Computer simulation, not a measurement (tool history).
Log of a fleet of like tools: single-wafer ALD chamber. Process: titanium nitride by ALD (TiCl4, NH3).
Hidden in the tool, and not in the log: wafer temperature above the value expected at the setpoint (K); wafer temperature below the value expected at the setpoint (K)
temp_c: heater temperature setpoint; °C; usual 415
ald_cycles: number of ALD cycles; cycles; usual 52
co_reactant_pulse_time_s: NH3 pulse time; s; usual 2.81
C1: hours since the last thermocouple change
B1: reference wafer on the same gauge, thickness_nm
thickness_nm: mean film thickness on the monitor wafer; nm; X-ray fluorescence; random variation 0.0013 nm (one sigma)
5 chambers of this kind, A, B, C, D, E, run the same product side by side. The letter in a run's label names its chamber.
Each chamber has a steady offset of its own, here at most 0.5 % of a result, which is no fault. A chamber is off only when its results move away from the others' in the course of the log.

Run 1E, hour 3.2: usual settings; C1 474.4; B1 1.2501. Result: thickness_nm 1.1629 nm.
Run 2B, hour 7.8: usual settings; C1 1751.2; B1 1.2492. Result: thickness_nm 1.1582 nm.
Run 3D, hour 11.4: usual settings; C1 1282.3; B1 1.2494. Result: thickness_nm 1.1584 nm.
Run 4A, hour 14.6: usual settings; C1 1347.4; B1 1.249. Result: thickness_nm 1.1699 nm.
Run 5C, hour 17.1: usual settings; C1 1360.6; B1 1.2491. Result: thickness_nm 1.1669 nm.
Run 6D, hour 19.2: usual settings; C1 1290.1; B1 1.2488. Result: thickness_nm 1.1594 nm.
Run 7A, hour 22.4: usual settings; C1 1355.2; B1 1.2491. Result: thickness_nm 1.1695 nm.
Run 8B, hour 26.6: usual settings; C1 1770; B1 1.2488. Result: thickness_nm 1.1582 nm.
Run 9E, hour 30.5: usual settings; C1 501.7; B1 1.2485. Result: thickness_nm 1.1623 nm.
Run 10C, hour 33.9: usual settings; C1 1377.4; B1 1.2481. Result: thickness_nm 1.1687 nm.
Run 11C, hour 38.7: usual settings; C1 1382.2; B1 1.248. Result: thickness_nm 1.1669 nm.
Run 12D, hour 41.6: usual settings; C1 1312.5; B1 1.2479. Result: thickness_nm 1.1538 nm.
Run 13A, hour 44.2: usual settings; C1 1377; B1 1.2476. Result: thickness_nm 1.1634 nm.
Run 14E, hour 47.5: usual settings; C1 518.7; B1 1.2475. Result: thickness_nm 1.1596 nm.
Run 15B, hour 51.1: usual settings; C1 1794.5; B1 1.2472. Result: thickness_nm 1.1598 nm.
At hour 54: chamber D: thermocouple changed; heater temperature recalibrated.
Run 16A, hour 55.2: usual settings; C1 1388; B1 1.2473. Result: thickness_nm 1.1644 nm.
Run 17D, hour 57.4: usual settings but temp_c 411 °C; C1 3.5; B1 1.2471. Result: thickness_nm 1.1542 nm.
Run 18E, hour 60.9: usual settings but temp_c 411 °C; C1 532.1; B1 1.2469. Result: thickness_nm 1.1596 nm.
Run 19C, hour 63.4: usual settings but temp_c 411 °C; C1 1406.9; B1 1.2464. Result: thickness_nm 1.1658 nm.
Run 20B, hour 67.7: usual settings but temp_c 411 °C; C1 1811.1; B1 1.2469. Result: thickness_nm 1.1567 nm.
Run 21E, hour 69.8: usual settings but temp_c 411 °C; C1 541; B1 1.2462. Result: thickness_nm 1.1572 nm.
Run 22A, hour 74.2: usual settings; C1 1407; B1 1.246. Result: thickness_nm 1.1644 nm.
Run 23C, hour 76.4: usual settings; C1 1419.9; B1 1.2458. Result: thickness_nm 1.1675 nm.
Run 24D, hour 79.8: usual settings; C1 25.9; B1 1.2458. Result: thickness_nm 1.1546 nm.
Run 25B, hour 83: usual settings; C1 1826.4; B1 1.2462. Result: thickness_nm 1.1574 nm.
Run 26B, hour 86.9: usual settings; C1 1830.3; B1 1.2455. Result: thickness_nm 1.1582 nm.
Run 27A, hour 91: usual settings; C1 1423.8; B1 1.2452. Result: thickness_nm 1.1653 nm.
Run 28C, hour 95.8: usual settings; C1 1439.3; B1 1.2452. Result: thickness_nm 1.164 nm.
Run 29D, hour 98.4: usual settings; C1 44.5; B1 1.2449. Result: thickness_nm 1.1548 nm.
Run 30E, hour 101: usual settings; C1 572.2; B1 1.2452. Result: thickness_nm 1.1564 nm.
Run 31C, hour 104.1: usual settings; C1 1447.6; B1 1.2444. Result: thickness_nm 1.1664 nm.

Is one chamber off against the others, does the gauge drift, or is nothing wrong? If a chamber is off, say which, and what the likeliest cause is.

The gauge drifts, so all chambers seem to drift together. No chamber is off.
Cause: gauge reads low (%) = 0.445.

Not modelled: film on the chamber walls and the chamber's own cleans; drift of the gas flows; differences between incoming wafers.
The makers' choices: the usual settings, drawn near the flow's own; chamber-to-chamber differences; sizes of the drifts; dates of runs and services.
